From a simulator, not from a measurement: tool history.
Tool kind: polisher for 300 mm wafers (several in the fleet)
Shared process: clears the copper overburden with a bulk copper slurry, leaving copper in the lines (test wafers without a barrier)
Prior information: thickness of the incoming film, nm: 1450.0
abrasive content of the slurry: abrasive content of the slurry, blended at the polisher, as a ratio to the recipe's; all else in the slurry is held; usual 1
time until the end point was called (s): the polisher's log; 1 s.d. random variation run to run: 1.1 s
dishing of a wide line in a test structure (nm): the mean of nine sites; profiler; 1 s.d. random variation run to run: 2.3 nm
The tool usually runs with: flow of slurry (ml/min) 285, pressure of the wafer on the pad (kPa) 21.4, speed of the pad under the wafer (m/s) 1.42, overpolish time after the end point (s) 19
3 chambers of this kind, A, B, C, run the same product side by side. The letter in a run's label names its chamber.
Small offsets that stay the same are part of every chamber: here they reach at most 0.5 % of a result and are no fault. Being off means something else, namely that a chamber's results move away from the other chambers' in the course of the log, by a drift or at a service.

run	day	flow of slurry (ml/min)	pressure of the wafer on the pad (kPa)	speed of the pad under the wafer (m/s)	abrasive content of the slurry	overpolish time after the end point (s)	wafers polished on this pad	hours since the slurry nozzle was cleaned	hours since the head pressure was calibrated	hours since the slurry blender was calibrated	time until the end point was called (s)	dishing of a wide line in a test structure (nm)
# day 0.012: chamber C: worn pad replaced by a new one
1A	0.529	285	21.4	1.42	1	19	913	685.5	437.9	377.6	89.467	99.524
2B	0.988	285	21.4	1.42	1	19	665	114.7	789.5	165.8	89.61	99.89
3C	1.421	285	21.4	1.42	1	19	363	464	289.3	208	91.608	103.91
# day 1.7: chamber A: worn pad replaced by a new one
4C	1.871	285	21.4	1.42	1	19	478	474.8	300.1	218.8	90.346	101.97
5B	2.296	285	21.4	1.42	1	19	1001	146.1	820.9	197.2	90.85	98.271
6A	2.596	285	21.4	1.42	1	19	230	735.1	487.5	427.2	93.461	98.999
# day 2.65: chamber B: slurry blender recalibrated
7C	2.954	285	21.4	1.42	1	19	757	500.8	326.1	244.8	93.496	103.15
8B	3.392	285	21.4	1.42	1	19	1283	172.4	847.2	17.8	90.858	99.586
# day 3.479: chamber A: slurry blender recalibrated
# day 3.762: chamber C: worn pad replaced by a new one
9A	3.971	285	21.4	1.42	1	19	584	768.1	520.5	11.8	90.572	100.96
# day 4.05: chamber B: worn pad replaced by a new one
# day 4.408: chamber C: slurry blender recalibrated
10C	4.421	340	21.4	1.42	1.15	19	169	536	361.3	0.3	87.734	100.34
11A	4.996	340	21.4	1.42	1.15	19	848	792.7	545.1	36.4	87.068	96.745
12B	5.5	340	21.4	1.42	1.15	19	373	223	897.8	68.4	85.731	104.39
13C	5.788	285	21.4	1.42	1	19	521	568.8	394.1	33.1	90.354	96.917
# day 6.033: chamber A: worn pad replaced by a new one
14B	6.079	285	21.4	1.42	1	19	522	236.9	911.7	82.3	91.097	104.3
15A	6.425	285	21.4	1.42	1	19	101	827	579.4	70.7	91.528	102
16A	6.838	285	21.4	1.42	1	19	207	836.9	589.3	80.6	92.041	99.991
# day 7.012: chamber A: slurry nozzle cleaned
17C	7.242	285	21.4	1.42	1	29	894	603.7	429	68	92.407	107.64
# day 7.55: chamber C: worn pad replaced by a new one
18B	7.625	285	21.4	1.42	1	29	920	274	948.8	119.4	90.76	111.21
19B	8.183	285	21.4	1.42	1	29	1063	287.4	962.2	132.8	91.93	109.62
20A	8.746	285	21.4	1.42	1	19	698	41.7	635.1	126.4	89.44	97.721
21C	9.158	285	21.4	1.42	1	30	414	649.7	475	114	91.75	109.72
# day 9.162: chamber B: slurry blender recalibrated
# day 9.362: chamber B: worn pad replaced by a new one
22A	9.538	285	21.4	1.42	1	30	901	60.7	654.1	145.4	91.252	108.91
23C	9.992	285	21.4	1.42	1	30	628	669.7	495	134	89.354	111.66
24B	10.267	335	21.4	1.42	1	19	232	337.4	1012.2	26.5	91.595	99.906
25B	10.762	335	21.4	1.42	1	19	360	349.3	1024.1	38.4	89.834	101.85
# day 10.779: chamber C: worn pad replaced by a new one
26C	11.058	335	21.4	1.42	1	19	72	695.3	520.6	159.6	89.575	102.37
# day 11.079: chamber A: worn pad replaced by a new one
27A	11.529	285	21.4	1.42	1	19	115	108.5	701.9	193.2	91.764	100.16
28B	11.912	285	21.4	1.42	1	19	655	376.9	1051.7	66	90.538	98.328
# day 12.021: chamber A: head pressure recalibrated
29C	12.479	285	21.4	1.42	1	19	438	729.4	554.7	193.7	88.703	98.837
# day 12.583: chamber C: slurry nozzle cleaned
30A	12.912	285	21.4	1.42	1	19	471	141.7	21.5	226.4	90.18	101.36
31B	13.217	285	21.4	1.42	1	19	991	408.2	1083	97.3	92.029	101.32
# day 13.517: chamber B: head pressure recalibrated
32A	13.767	285	21.4	1.42	1	19	691	162.2	42	246.9	90.677	100.28
# day 13.821: chamber C: worn pad replaced by a new one
33C	14.229	285	21.4	1.42	1	19	105	39.5	596.7	235.7	91.364	101.85
34A	14.771	285	21.4	1.42	1	19	949	186.3	66.1	271	89.56	99.134
35B	15.042	285	21.4	1.42	1	19	1460	452	36.7	141.1	92.017	98.66
# day 15.167: chamber B: worn pad replaced by a new one
36C	15.625	285	21.4	1.42	1	19	464	73	630.2	269.2	91.294	100.17
# day 15.829: chamber A: worn pad replaced by a new one
# day 16.079: chamber C: slurry blender recalibrated
37B	16.167	285	21.4	1.42	1	19	258	479	63.7	168.1	90.845	102.55
38A	16.604	285	21.4	1.42	1	19	199	230.3	110.1	315	92.732	98.39
39C	17.179	285	21.4	1.42	1.1	19	864	110.3	667.5	26.4	90.224	104.87
# day 17.542: chamber B: slurry blender recalibrated
40B	17.558	285	21.4	1.42	1.1	19	616	512.4	97.1	0.5	88.948	99.345

Next, all 3 chambers run the settings below, one line each with question marks for the results. What does each chamber give?
41A	17.983	285	21.4	1.42	1	19					?	?
41B	17.983	285	21.4	1.42	1	19					?	?
41C	17.983	285	21.4	1.42	1	19					?	?

run	time until the end point was called (s)	dishing of a wide line in a test structure (nm)
41A	90.517	96.785
41B	91.543	101.39
41C	90.562	97.975

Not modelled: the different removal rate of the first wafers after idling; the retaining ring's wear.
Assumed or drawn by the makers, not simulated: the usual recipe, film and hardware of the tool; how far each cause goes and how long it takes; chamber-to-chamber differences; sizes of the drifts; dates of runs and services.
